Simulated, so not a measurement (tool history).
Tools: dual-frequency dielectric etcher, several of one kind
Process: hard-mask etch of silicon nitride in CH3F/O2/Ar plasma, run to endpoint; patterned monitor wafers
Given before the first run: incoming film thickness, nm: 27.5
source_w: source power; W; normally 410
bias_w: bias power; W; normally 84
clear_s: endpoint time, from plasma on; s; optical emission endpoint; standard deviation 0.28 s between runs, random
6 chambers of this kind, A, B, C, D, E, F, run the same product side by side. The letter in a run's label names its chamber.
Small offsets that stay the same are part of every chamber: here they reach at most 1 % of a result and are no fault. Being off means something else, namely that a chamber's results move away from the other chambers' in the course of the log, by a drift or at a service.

run,hour,source_w,bias_w,clear_s
1B,7.0,410,84,37.541
2A,12.1,410,84,37.623
3F,19.0,410,84,37.133
4D,24.0,410,84,36.972
5C,29.8,410,84,36.875
6E,34.9,320,84,40.593
7C,42.7,320,84,41.199
8A,47.1,320,84,41.397
9D,54.1,320,84,41.045
10B,59.8,320,84,40.967
# hour 63.8: chamber C: wet clean of the chamber
11F,66.5,320,84,41.091
12E,73.3,410,84,37.009
13E,78.1,410,84,36.341
14A,86.2,410,84,37.738
15C,91.1,330,71,43.236
16B,95.7,330,71,42.989
17D,101.4,330,71,42.744
18F,108.8,330,71,43.112
19E,114.8,330,71,43.064
# hour 116.2: chamber F: wet clean of the chamber
# hour 118.8: chamber A: bias power generator calibrated
20A,120.7,330,71,42.097
21B,125.0,410,84,37.629
22C,131.9,410,84,37.571
23D,137.8,410,84,37.330
24F,142.8,410,84,37.551
25D,150.5,410,84,37.045
26A,158.2,410,84,37.314
27B,163.9,410,84,37.689
28C,170.4,470,84,35.501
29E,177.1,470,84,36.252
30F,184.1,470,84,35.647
31E,190.5,470,84,36.561
32A,196.5,470,84,34.552
33B,202.8,470,84,35.253
34F,208.7,340,84,40.061
35C,213.8,340,84,39.633
36D,217.6,340,84,39.761
37B,223.5,340,84,40.087

Next, all 6 chambers run the settings below, one line each with question marks for the results. What does each chamber give?
38A,229.3,410,90,?
38B,229.3,410,90,?
38C,229.3,410,90,?
38D,229.3,410,90,?
38E,229.3,410,90,?
38F,229.3,410,90,?

run,clear_s
38A,36.454
38B,36.318
38C,36.580
38D,36.312
38E,38.024
38F,36.542
